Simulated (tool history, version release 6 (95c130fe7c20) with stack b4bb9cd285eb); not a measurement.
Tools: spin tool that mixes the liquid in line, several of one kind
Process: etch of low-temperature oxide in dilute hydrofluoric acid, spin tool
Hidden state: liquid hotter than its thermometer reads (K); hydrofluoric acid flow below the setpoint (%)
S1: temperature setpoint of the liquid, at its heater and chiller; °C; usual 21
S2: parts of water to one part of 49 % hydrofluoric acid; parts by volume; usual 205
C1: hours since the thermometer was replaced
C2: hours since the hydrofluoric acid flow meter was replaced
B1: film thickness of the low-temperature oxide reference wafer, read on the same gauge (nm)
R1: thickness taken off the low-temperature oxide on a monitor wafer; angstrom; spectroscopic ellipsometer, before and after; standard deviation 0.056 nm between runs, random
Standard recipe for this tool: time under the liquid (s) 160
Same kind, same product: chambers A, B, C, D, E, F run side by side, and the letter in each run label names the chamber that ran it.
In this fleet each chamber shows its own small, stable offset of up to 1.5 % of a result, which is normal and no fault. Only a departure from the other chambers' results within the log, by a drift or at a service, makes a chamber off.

{"run": "1B", "hour": 7.5, "S1": 21, "S2": 205, "time under the liquid (s)": 160, "C1": 106.7, "C2": 586.0, "B1": 69.997, "R1": 69.631}
{"run": "2C", "hour": 13.4, "S1": 21, "S2": 205, "time under the liquid (s)": 160, "C1": 762.6, "C2": 205.0, "B1": 70.013, "R1": 68.22}
{"run": "3A", "hour": 21.1, "S1": 21, "S2": 205, "time under the liquid (s)": 160, "C1": 181.6, "C2": 2065.5, "B1": 69.992, "R1": 68.762}
{"run": "4E", "hour": 30.6, "S1": 21, "S2": 205, "time under the liquid (s)": 160, "C1": 1690.7, "C2": 868.2, "B1": 70.013, "R1": 68.921}
{"run": "5F", "hour": 39.9, "S1": 21, "S2": 205, "time under the liquid (s)": 160, "C1": 561.6, "C2": 496.3, "B1": 69.991, "R1": 68.812}
{"hour": 40.3, "done": "chamber C: thermometer replaced"}
{"hour": 44.2, "done": "chamber D: hydrofluoric acid flow meter replaced"}
{"run": "6D", "hour": 44.5, "S1": 21, "S2": 205, "time under the liquid (s)": 160, "C1": 2715.1, "C2": 0.4, "B1": 70.001, "R1": 68.063}
{"run": "7D", "hour": 54.4, "S1": 21, "S2": 205, "time under the liquid (s)": 160, "C1": 2725.0, "C2": 10.3, "B1": 69.978, "R1": 68.1}
{"hour": 58.7, "done": "chamber A: hydrofluoric acid flow meter replaced"}
{"run": "8A", "hour": 63.3, "S1": 21, "S2": 205, "time under the liquid (s)": 160, "C1": 223.8, "C2": 4.6, "B1": 70.032, "R1": 69.022}
{"run": "9C", "hour": 70.8, "S1": 23, "S2": 125, "time under the liquid (s)": 160, "C1": 30.5, "C2": 262.4, "B1": 69.99, "R1": 132.32}
{"run": "10B", "hour": 76.1, "S1": 23, "S2": 125, "time under the liquid (s)": 160, "C1": 175.3, "C2": 654.6, "B1": 69.995, "R1": 132.78}
{"run": "11F", "hour": 81.2, "S1": 23, "S2": 125, "time under the liquid (s)": 160, "C1": 602.9, "C2": 537.6, "B1": 70.016, "R1": 130.71}
{"run": "12E", "hour": 88.0, "S1": 23, "S2": 125, "time under the liquid (s)": 160, "C1": 1748.1, "C2": 925.6, "B1": 69.966, "R1": 128.87}
{"run": "13C", "hour": 96.5, "S1": 23, "S2": 125, "time under the liquid (s)": 160, "C1": 56.2, "C2": 288.1, "B1": 70.004, "R1": 130.53}
{"hour": 101.3, "done": "chamber D: thermometer replaced"}
{"run": "14E", "hour": 103.0, "S1": 23, "S2": 125, "time under the liquid (s)": 160, "C1": 1763.1, "C2": 940.6, "B1": 69.959, "R1": 131.43}
{"run": "15D", "hour": 107.8, "S1": 21, "S2": 205, "time under the liquid (s)": 160, "C1": 6.6, "C2": 63.7, "B1": 69.984, "R1": 67.384}
{"run": "16A", "hour": 114.3, "S1": 21, "S2": 205, "time under the liquid (s)": 160, "C1": 274.8, "C2": 55.6, "B1": 69.965, "R1": 68.82}
{"hour": 114.6, "done": "chamber F: hydrofluoric acid flow meter replaced"}
{"run": "17F", "hour": 122.2, "S1": 21, "S2": 205, "time under the liquid (s)": 160, "C1": 643.9, "C2": 7.6, "B1": 70.001, "R1": 69.773}
{"run": "18B", "hour": 131.8, "S1": 21, "S2": 205, "time under the liquid (s)": 160, "C1": 231.0, "C2": 710.3, "B1": 70.017, "R1": 67.245}
{"run": "19A", "hour": 140.5, "S1": 21, "S2": 205, "time under the liquid (s)": 160, "C1": 301.0, "C2": 81.8, "B1": 70.018, "R1": 68.365}
{"run": "20E", "hour": 147.3, "S1": 21, "S2": 205, "time under the liquid (s)": 160, "C1": 1807.4, "C2": 984.9, "B1": 70.004, "R1": 68.303}
{"run": "21C", "hour": 155.1, "S1": 21, "S2": 285, "time under the liquid (s)": 160, "C1": 114.8, "C2": 346.7, "B1": 70.025, "R1": 46.086}
{"run": "22F", "hour": 161.5, "S1": 21, "S2": 285, "time under the liquid (s)": 160, "C1": 683.2, "C2": 46.9, "B1": 70.0, "R1": 46.595}
{"run": "23B", "hour": 167.9, "S1": 21, "S2": 285, "time under the liquid (s)": 160, "C1": 267.1, "C2": 746.4, "B1": 70.016, "R1": 44.398}
{"run": "24D", "hour": 175.3, "S1": 21, "S2": 285, "time under the liquid (s)": 160, "C1": 74.1, "C2": 131.2, "B1": 69.975, "R1": 45.189}
{"run": "25B", "hour": 182.7, "S1": 21, "S2": 285, "time under the liquid (s)": 160, "C1": 281.9, "C2": 761.2, "B1": 70.016, "R1": 44.667}
{"run": "26D", "hour": 188.3, "S1": 21, "S2": 285, "time under the liquid (s)": 160, "C1": 87.1, "C2": 144.2, "B1": 70.006, "R1": 45.24}
{"hour": 194.0, "done": "chamber E: hydrofluoric acid flow meter replaced"}
{"run": "27F", "hour": 197.5, "S1": 21, "S2": 205, "time under the liquid (s)": 160, "C1": 719.2, "C2": 82.9, "B1": 70.002, "R1": 69.897}
{"run": "28C", "hour": 204.8, "S1": 21, "S2": 205, "time under the liquid (s)": 160, "C1": 164.5, "C2": 396.4, "B1": 69.99, "R1": 69.529}
{"run": "29A", "hour": 210.8, "S1": 21, "S2": 205, "time under the liquid (s)": 160, "C1": 371.3, "C2": 152.1, "B1": 70.021, "R1": 68.885}
{"run": "30E", "hour": 217.6, "S1": 21, "S2": 205, "time under the liquid (s)": 160, "C1": 1877.7, "C2": 23.7, "B1": 69.994, "R1": 68.496}
{"run": "31A", "hour": 224.4, "S1": 21, "S2": 205, "time under the liquid (s)": 160, "C1": 384.9, "C2": 165.7, "B1": 70.022, "R1": 67.852}
{"run": "32C", "hour": 231.3, "S1": 21, "S2": 245, "time under the liquid (s)": 160, "C1": 191.0, "C2": 422.9, "B1": 70.009, "R1": 55.858}
{"run": "33D", "hour": 241.2, "S1": 21, "S2": 245, "time under the liquid (s)": 160, "C1": 140.0, "C2": 197.1, "B1": 69.994, "R1": 53.809}
{"run": "34B", "hour": 248.0, "S1": 21, "S2": 245, "time under the liquid (s)": 160, "C1": 347.2, "C2": 826.5, "B1": 70.01, "R1": 52.993}
{"run": "35E", "hour": 254.5, "S1": 21, "S2": 245, "time under the liquid (s)": 160, "C1": 1914.6, "C2": 60.6, "B1": 69.994, "R1": 54.868}
{"run": "36F", "hour": 263.5, "S1": 21, "S2": 245, "time under the liquid (s)": 160, "C1": 785.2, "C2": 148.9, "B1": 69.986, "R1": 54.945}
{"run": "37F", "hour": 269.4, "S1": 21, "S2": 245, "time under the liquid (s)": 160, "C1": 791.1, "C2": 154.8, "B1": 69.984, "R1": 55.671}
{"run": "38A", "hour": 274.3, "S1": 21, "S2": 205, "time under the liquid (s)": 160, "C1": 434.8, "C2": 215.6, "B1": 69.989, "R1": 68.208}
{"run": "39C", "hour": 284.4, "S1": 21, "S2": 205, "time under the liquid (s)": 160, "C1": 244.1, "C2": 476.0, "B1": 69.988, "R1": 69.173}
{"run": "40D", "hour": 292.8, "S1": 21, "S2": 115, "time under the liquid (s)": 190, "C1": 191.6, "C2": 248.7, "B1": 70.007, "R1": 157.35}
{"run": "41B", "hour": 301.3, "S1": 21, "S2": 115, "time under the liquid (s)": 190, "C1": 400.5, "C2": 879.8, "B1": 69.99, "R1": 147.18}

Which is it: a chamber that has drifted or been left off by a service, a gauge drift common to all chambers, or only each chamber's usual small offset? If a chamber is off, name it and its likeliest cause.

It is chamber B that slowly wanders off from its peers.
What lies behind it: hydrofluoric acid flow below the setpoint (%) = 6.36.
The log might look much the same if the cause were instead: liquid colder than its thermometer reads (K).

Here are 4 candidates for chamber B's next run, each the usual settings with a change, their results left as question marks. Which one brings its results back in line with what the others give on the usual settings?
Allowed miss from the other chambers' usual-settings mean, per result, to count as in line: R1 2.000 angstrom
{"run": "42B-1", "hour": 308.8, "S1": 17.5, "S2": 205, "time under the liquid (s)": 160, "R1": "?"}
{"run": "42B-2", "hour": 308.8, "S1": 21.0, "S2": 205, "time under the liquid (s)": 150, "R1": "?"}
{"run": "42B-3", "hour": 308.8, "S1": 21.0, "S2": 200, "time under the liquid (s)": 165, "R1": "?"}
{"run": "42B-4", "hour": 308.8, "S1": 21.5, "S2": 185, "time under the liquid (s)": 160, "R1": "?"}

What the other chambers average on the usual settings: R1 68.481 angstrom
run=42B-1 R1=56.250
run=42B-2 R1=60.270
run=42B-3 R1=68.283
run=42B-4 R1=74.028
With 42B-3, the chamber falls back in line with the rest.
